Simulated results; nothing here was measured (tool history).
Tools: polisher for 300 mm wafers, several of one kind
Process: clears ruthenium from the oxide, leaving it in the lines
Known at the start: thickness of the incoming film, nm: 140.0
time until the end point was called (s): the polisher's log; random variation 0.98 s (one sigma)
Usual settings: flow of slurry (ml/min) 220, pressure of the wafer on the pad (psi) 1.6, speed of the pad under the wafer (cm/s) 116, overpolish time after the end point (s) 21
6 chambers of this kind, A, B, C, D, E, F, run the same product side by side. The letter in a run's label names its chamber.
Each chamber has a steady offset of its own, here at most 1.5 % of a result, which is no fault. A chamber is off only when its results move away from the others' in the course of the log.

run,hour,flow of slurry (ml/min),pressure of the wafer on the pad (psi),speed of the pad under the wafer (cm/s),overpolish time after the end point (s),time until the end point was called (s)
1F,5.4,220,1.6,116,21,114.15
# hour 5.7: chamber A: worn pad replaced by a new one
2E,9.5,220,1.6,116,21,116.52
3C,17.1,220,1.6,116,21,113.43
# hour 19.4: chamber D: worn pad replaced by a new one
4D,22.4,220,1.6,116,21,114.22
# hour 24.1: chamber F: slurry nozzle cleaned
# hour 27.7: chamber C: slurry nozzle cleaned
5A,28.1,220,1.6,116,21,114.22
6B,35.8,185,1.6,116,21,118.31
7F,40.4,185,1.6,116,21,116.11
8B,48,185,1.6,116,21,118.22
# hour 53.3: chamber F: worn pad replaced by a new one
# hour 55.1: chamber D: slurry nozzle cleaned
9E,56.6,185,1.6,116,21,116.35
10C,62.3,185,1.6,116,21,114.35
# hour 65.1: chamber A: head pressure recalibrated
11A,70.5,185,1.6,116,21,116.52
# hour 71.4: chamber E: worn pad replaced by a new one
# hour 77.6: chamber B: worn pad replaced by a new one
12D,78.3,220,1.6,116,21,115.15
# hour 86.7: chamber D: worn pad replaced by a new one
13F,87.3,220,1.6,116,21,113.91
14E,93.3,220,1.6,116,21,114.54
15B,98.8,220,1.6,116,21,114.71
16C,106.3,220,1.6,116,21,112.87
17D,110.5,220,1.6,116,21,114.24
18A,116.7,220,1.6,116,21,115.11
# hour 120.5: chamber A: worn pad replaced by a new one
19E,121.5,220,1.6,116,21,114.57
# hour 127: chamber F: worn pad replaced by a new one
# hour 129: chamber E: head pressure recalibrated
20A,129.9,220,1.6,116,21,113.58
21D,137.1,220,1.4,116,21,128.71
# hour 139.5: chamber C: worn pad replaced by a new one
22C,142.1,220,1.4,116,21,128.5
23B,147.9,220,1.4,116,21,131.16
# hour 149.3: chamber D: worn pad replaced by a new one
# hour 149.4: chamber E: worn pad replaced by a new one
24F,156.2,220,1.4,116,21,132
25C,163.8,220,1.4,116,21,130.42
26F,170.8,220,1.4,116,21,129.54
27D,179,220,1.6,116,21,112.81
28E,183.7,220,1.6,116,21,113.64
# hour 189.9: chamber F: worn pad replaced by a new one
29A,191.3,220,1.6,116,21,113.34
30B,197.7,220,1.6,116,21,114.58
31D,203.2,220,1.6,116,21,114.59
# hour 208.1: chamber B: worn pad replaced by a new one
32E,211.1,220,1.6,154,21,87.338
33F,219.7,220,1.6,154,21,85.157
# hour 223.8: chamber D: worn pad replaced by a new one
# hour 227.4: chamber E: worn pad replaced by a new one
34A,227.9,220,1.6,154,21,86.289
# hour 233.5: chamber D: head pressure recalibrated
# hour 234.4: chamber A: slurry nozzle cleaned
# hour 235.8: chamber F: slurry nozzle cleaned
35C,237.1,220,1.6,154,21,85.261
# hour 237.6: chamber A: worn pad replaced by a new one
36B,242.8,220,1.6,154,21,85.766
37A,247.9,220,1.6,154,21,84.467
38F,253.4,220,2.1,116,32,85.907
39E,259,220,2.1,116,32,86.901
40B,265.2,220,2.1,116,32,87.254
41C,271.4,220,2.1,116,32,84.587
42D,278.5,220,2.1,116,32,87.154
43D,285.1,220,2.1,116,32,86.161

All 6 chambers run these settings next. Forecast each chamber's results:
44A,291.8,220,1.3,116,21,?
44B,291.8,220,1.3,116,21,?
44C,291.8,220,1.3,116,21,?
44D,291.8,220,1.3,116,21,?
44E,291.8,220,1.3,116,21,?
44F,291.8,220,1.3,116,21,?

run,time until the end point was called (s)
44A,139.48
44B,139.62
44C,138.66
44D,140.45
44E,142.47
44F,141.48
